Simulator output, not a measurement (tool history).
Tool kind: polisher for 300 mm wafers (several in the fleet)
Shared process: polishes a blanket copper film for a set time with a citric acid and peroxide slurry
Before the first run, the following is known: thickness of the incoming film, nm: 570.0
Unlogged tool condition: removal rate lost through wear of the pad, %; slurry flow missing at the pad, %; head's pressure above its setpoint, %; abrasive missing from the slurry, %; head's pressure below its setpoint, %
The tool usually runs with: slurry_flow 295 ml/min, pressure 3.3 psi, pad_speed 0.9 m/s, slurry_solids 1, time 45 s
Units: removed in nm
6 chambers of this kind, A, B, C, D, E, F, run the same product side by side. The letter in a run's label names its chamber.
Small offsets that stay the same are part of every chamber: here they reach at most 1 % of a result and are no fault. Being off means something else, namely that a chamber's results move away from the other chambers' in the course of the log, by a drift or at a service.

run	hour	slurry_flow	pressure	pad_speed	slurry_solids	time	wafers polished on this pad	hours since the slurry nozzle was cleaned	hours since the head pressure was calibrated	hours since the slurry blender was calibrated	removed
1F	9.8	295	3.3	0.9	1	45	931	320.5	652.1	78.8	100.84
# hour 11.5: chamber C: slurry blender recalibrated
# hour 14.9: chamber E: worn pad replaced by a new one
2E	18.9	295	3.3	0.9	1	45	47	400.5	1219.1	332.7	101.42
3B	25.1	295	3.3	0.9	1	45	403	384.7	226.6	217	100.81
4C	33.1	295	3.3	0.9	1	45	909	183.8	763	21.7	99.584
5A	38.4	295	3.3	0.9	1	45	874	629.7	104.7	252.4	101.8
6D	44.7	295	3.3	0.9	1	45	1180	209.4	710.7	47.9	99.571
7B	53.4	295	3.3	0.9	1	45	733	413	254.9	245.3	102.12
# hour 56.7: chamber D: worn pad replaced by a new one
# hour 56.9: chamber E: slurry blender recalibrated
# hour 59.9: chamber F: worn pad replaced by a new one
8D	62	295	3.3	0.9	1	45	62	226.7	728	65.2	100.03
9F	69	295	3.3	0.9	1	45	106	379.7	711.3	138	100.88
# hour 71.9: chamber C: worn pad replaced by a new one
10E	74.8	295	3.3	0.9	1	31	698	456.4	1275	17.9	69.742
11C	79.4	295	3.3	0.9	1	31	87	230.1	809.3	68	69.46
# hour 87: chamber B: worn pad replaced by a new one
# hour 87.7: chamber A: slurry nozzle cleaned
12A	89	295	3.3	0.9	1	31	1463	1.3	155.3	303	66.71
13C	97.3	295	3.3	0.9	1	31	296	248	827.2	85.9	68.821
# hour 102.9: chamber E: worn pad replaced by a new one
14E	106.6	295	3.3	0.9	1	31	43	488.2	1306.8	49.7	69.033
# hour 107.4: chamber F: slurry blender recalibrated
15D	114.5	295	3.3	0.9	1	31	674	279.2	780.5	117.7	69.698
16F	119.5	295	3.3	0.9	1	45	695	430.2	761.8	12.2	100.26
17A	128.9	295	3.3	0.9	1	45	1928	41.2	195.2	342.9	96.287
18B	133.4	295	3.3	0.9	1	45	541	493	334.9	325.3	100.43
19A	138.5	295	3.3	0.9	1	45	2040	50.8	204.8	352.5	94.425
20B	146.8	295	3.3	0.9	1	45	697	506.4	348.3	338.7	99.22
# hour 150.1: chamber E: slurry nozzle cleaned
# hour 152.4: chamber F: head pressure recalibrated
21C	152.5	295	3.3	0.9	1	45	939	303.2	882.4	141.1	99.009
# hour 152.7: chamber A: slurry blender recalibrated
22D	156.9	295	3.3	0.9	1	45	1168	321.6	822.9	160.1	100.78
# hour 158.6: chamber C: slurry blender recalibrated
# hour 162.6: chamber B: slurry blender recalibrated
23F	164.3	295	3.3	0.9	1	45	1217	475	11.9	57	98.956
# hour 170.9: chamber B: worn pad replaced by a new one
# hour 171.2: chamber D: worn pad replaced by a new one
24E	172.2	295	3.3	0.9	1	45	808	22.2	1372.4	115.3	99.018
# hour 174.7: chamber C: worn pad replaced by a new one
25E	181.1	295	3.3	0.9	1	45	911	31.1	1381.3	124.2	98.057
# hour 189.5: chamber F: worn pad replaced by a new one
26A	190	295	3.3	0.9	1	45	2640	102.3	256.3	37.3	93.45
27D	195.9	295	3.3	0.9	1	45	288	360.6	861.9	199.1	100.19
# hour 197.4: chamber E: worn pad replaced by a new one
28F	200.6	295	3.3	0.9	1	45	129	511.3	48.2	93.3	99.34
29C	209	295	3.3	0.9	1	45	399	359.7	938.9	50.5	100.7
30B	214.2	295	3.3	0.9	1	45	505	573.8	415.7	51.6	101.54
31C	221.6	295	4.3	0.9	1	45	546	372.3	951.5	63.1	128.13
32F	230.1	295	4.3	0.9	1	45	473	540.8	77.7	122.8	129.61
# hour 231.1: chamber D: slurry blender recalibrated
33D	238.2	295	4.3	0.9	1	45	781	402.9	904.2	7.2	129.91
34B	247.5	295	4.3	0.9	1	45	893	607.1	449	84.9	133.11
35E	252.8	295	4.3	0.9	1	45	646	102.8	1453	195.9	131.17
# hour 256.8: chamber B: worn pad replaced by a new one
36A	259.4	295	4.3	0.9	1	45	3449	171.7	325.7	106.7	117.64
37D	264	295	3.3	0.9	1	45	1082	428.7	930	33	101.98
# hour 266.1: chamber E: head pressure recalibrated
# hour 266.7: chamber F: slurry blender recalibrated
38B	268.9	295	3.3	0.9	1	45	141	628.5	470.4	106.3	101.22
39A	278.4	295	3.3	0.9	1	45	3671	190.7	344.7	125.7	88.557
# hour 281.5: chamber E: worn pad replaced by a new one
40F	287.7	295	3.3	0.9	1	45	1144	598.4	135.3	21	99.447
41E	292.5	295	3.3	0.9	1	45	128	142.5	26.4	235.6	101.16

Next, all 6 chambers run the settings below, one line each with question marks for the results. What does each chamber give?
42A	299.5	295	3.3	0.9	0.7	45					?
42B	299.5	295	3.3	0.9	0.7	45					?
42C	299.5	295	3.3	0.9	0.7	45					?
42D	299.5	295	3.3	0.9	0.7	45					?
42E	299.5	295	3.3	0.9	0.7	45					?
42F	299.5	295	3.3	0.9	0.7	45					?

run	removed
42A	81.284
42B	91.892
42C	92.925
42D	94.28
42E	95.137
42F	94.574

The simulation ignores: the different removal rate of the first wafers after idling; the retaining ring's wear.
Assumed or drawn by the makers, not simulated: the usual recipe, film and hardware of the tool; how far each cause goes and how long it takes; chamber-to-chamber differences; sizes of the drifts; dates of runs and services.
